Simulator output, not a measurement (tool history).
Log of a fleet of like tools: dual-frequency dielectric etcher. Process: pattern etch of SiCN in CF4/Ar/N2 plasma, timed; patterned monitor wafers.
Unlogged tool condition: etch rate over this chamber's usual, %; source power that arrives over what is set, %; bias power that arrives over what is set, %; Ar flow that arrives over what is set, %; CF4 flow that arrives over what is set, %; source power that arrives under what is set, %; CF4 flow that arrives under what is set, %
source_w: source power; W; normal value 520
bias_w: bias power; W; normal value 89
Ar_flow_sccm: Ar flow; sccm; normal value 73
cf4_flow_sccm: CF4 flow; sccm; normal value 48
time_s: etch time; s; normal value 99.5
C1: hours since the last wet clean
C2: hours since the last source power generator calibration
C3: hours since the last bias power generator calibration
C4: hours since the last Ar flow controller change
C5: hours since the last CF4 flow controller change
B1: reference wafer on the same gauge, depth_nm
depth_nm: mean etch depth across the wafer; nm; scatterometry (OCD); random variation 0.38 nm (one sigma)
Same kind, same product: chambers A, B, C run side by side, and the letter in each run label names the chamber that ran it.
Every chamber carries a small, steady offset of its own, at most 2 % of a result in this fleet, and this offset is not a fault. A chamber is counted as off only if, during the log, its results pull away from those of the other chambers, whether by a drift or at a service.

Run 1B, hour 9.1: usual settings; C1 465.6; C2 1708.1; C3 1891.5; C4 1547.5; C5 3543.1; B1 115.04. Result: depth_nm 101.55 nm.
Run 2C, hour 16.3: usual settings; C1 23.5; C2 811.3; C3 116.4; C4 2153.8; C5 1121.8; B1 114.96. Result: depth_nm 104.05 nm.
Run 3A, hour 24.3: usual settings; C1 83; C2 670.1; C3 1178.8; C4 537; C5 415; B1 114.96. Result: depth_nm 104.19 nm.
Run 4A, hour 29.5: usual settings; C1 88.2; C2 675.3; C3 1184; C4 542.2; C5 420.2; B1 115. Result: depth_nm 104.06 nm.
Run 5B, hour 34.2: usual settings but source_w 470 W; C1 490.7; C2 1733.2; C3 1916.6; C4 1572.6; C5 3568.2; B1 115.07. Result: depth_nm 92.64 nm.
Run 6C, hour 42.7: usual settings but source_w 470 W; C1 49.9; C2 837.7; C3 142.8; C4 2180.2; C5 1148.2; B1 114.97. Result: depth_nm 94.667 nm.
Run 7B, hour 48.2: usual settings but source_w 470 W; C1 504.7; C2 1747.2; C3 1930.6; C4 1586.6; C5 3582.2; B1 114.93. Result: depth_nm 92.514 nm.
Run 8A, hour 56.7: usual settings; C1 115.4; C2 702.5; C3 1211.2; C4 569.4; C5 447.4; B1 115.03. Result: depth_nm 103.22 nm.
Run 9C, hour 61.5: usual settings; C1 68.7; C2 856.5; C3 161.6; C4 2199; C5 1167; B1 114.98. Result: depth_nm 104.28 nm.
Run 10B, hour 69.5: usual settings; C1 526; C2 1768.5; C3 1951.9; C4 1607.9; C5 3603.5; B1 115.09. Result: depth_nm 100.83 nm.
Run 11A, hour 76.2: usual settings; C1 134.9; C2 722; C3 1230.7; C4 588.9; C5 466.9; B1 115.09. Result: depth_nm 103.49 nm.
Run 12C, hour 85.1: usual settings; C1 92.3; C2 880.1; C3 185.2; C4 2222.6; C5 1190.6; B1 115.01. Result: depth_nm 104.31 nm.
Run 13B, hour 90.3: usual settings; C1 546.8; C2 1789.3; C3 1972.7; C4 1628.7; C5 3624.3; B1 115.02. Result: depth_nm 100.24 nm.
Run 14A, hour 98: usual settings but Ar_flow_sccm 82 sccm; C1 156.7; C2 743.8; C3 1252.5; C4 610.7; C5 488.7; B1 114.94. Result: depth_nm 102.27 nm.
Run 15C, hour 102.3: usual settings but Ar_flow_sccm 82 sccm; C1 109.5; C2 897.3; C3 202.4; C4 2239.8; C5 1207.8; B1 114.93. Result: depth_nm 102.35 nm.
Run 16C, hour 108.3: usual settings but Ar_flow_sccm 82 sccm; C1 115.5; C2 903.3; C3 208.4; C4 2245.8; C5 1213.8; B1 114.96. Result: depth_nm 102.82 nm.
Run 17B, hour 114.6: usual settings; C1 571.1; C2 1813.6; C3 1997; C4 1653; C5 3648.6; B1 115. Result: depth_nm 99.949 nm.
Run 18A, hour 119.8: usual settings; C1 178.5; C2 765.6; C3 1274.3; C4 632.5; C5 510.5; B1 114.91. Result: depth_nm 103.58 nm.
Run 19A, hour 127.2: usual settings; C1 185.9; C2 773; C3 1281.7; C4 639.9; C5 517.9; B1 114.99. Result: depth_nm 103.38 nm.
Run 20C, hour 135.9: usual settings; C1 143.1; C2 930.9; C3 236; C4 2273.4; C5 1241.4; B1 115.15. Result: depth_nm 103.58 nm.
Run 21B, hour 140.4: usual settings; C1 596.9; C2 1839.4; C3 2022.8; C4 1678.8; C5 3674.4; B1 114.93. Result: depth_nm 98.959 nm.

Decide between three cases: one chamber stands off from its peers, the gauge reading all wafers drifts, or nothing is wrong past each chamber's small offset. Where a chamber is off, say which and what most likely put it there.

Little by little, chamber B moves away from the other chambers.
Likeliest cause: source power that arrives under what is set, % = 2.71.
The log may not tell that from: etch rate under this chamber's usual, %.

Which of the 4 candidates below, each the usual settings with something changed and its results left as question marks, puts chamber B back in line with what the other chambers give on the usual settings?
Allowed miss from the other chambers' usual-settings mean, per result, to count as in line: depth_nm 1.3 nm
Run 22B-1, hour 147: usual settings but time_s 95 s. Result: depth_nm ?.
Run 22B-2, hour 147: usual settings but source_w 530 W, time_s 102.5 s. Result: depth_nm ?.
Run 22B-3, hour 147: usual settings but time_s 102 s. Result: depth_nm ?.
Run 22B-4, hour 147: usual settings but source_w 510 W, bias_w 88 W. Result: depth_nm ?.

On the usual settings, the other chambers give on average: depth_nm 104.03 nm
  run  depth_nm
22B-1    94.768
22B-2    103.96
22B-3    101.75
22B-4    97.184
22B-2 brings the chamber back in line.
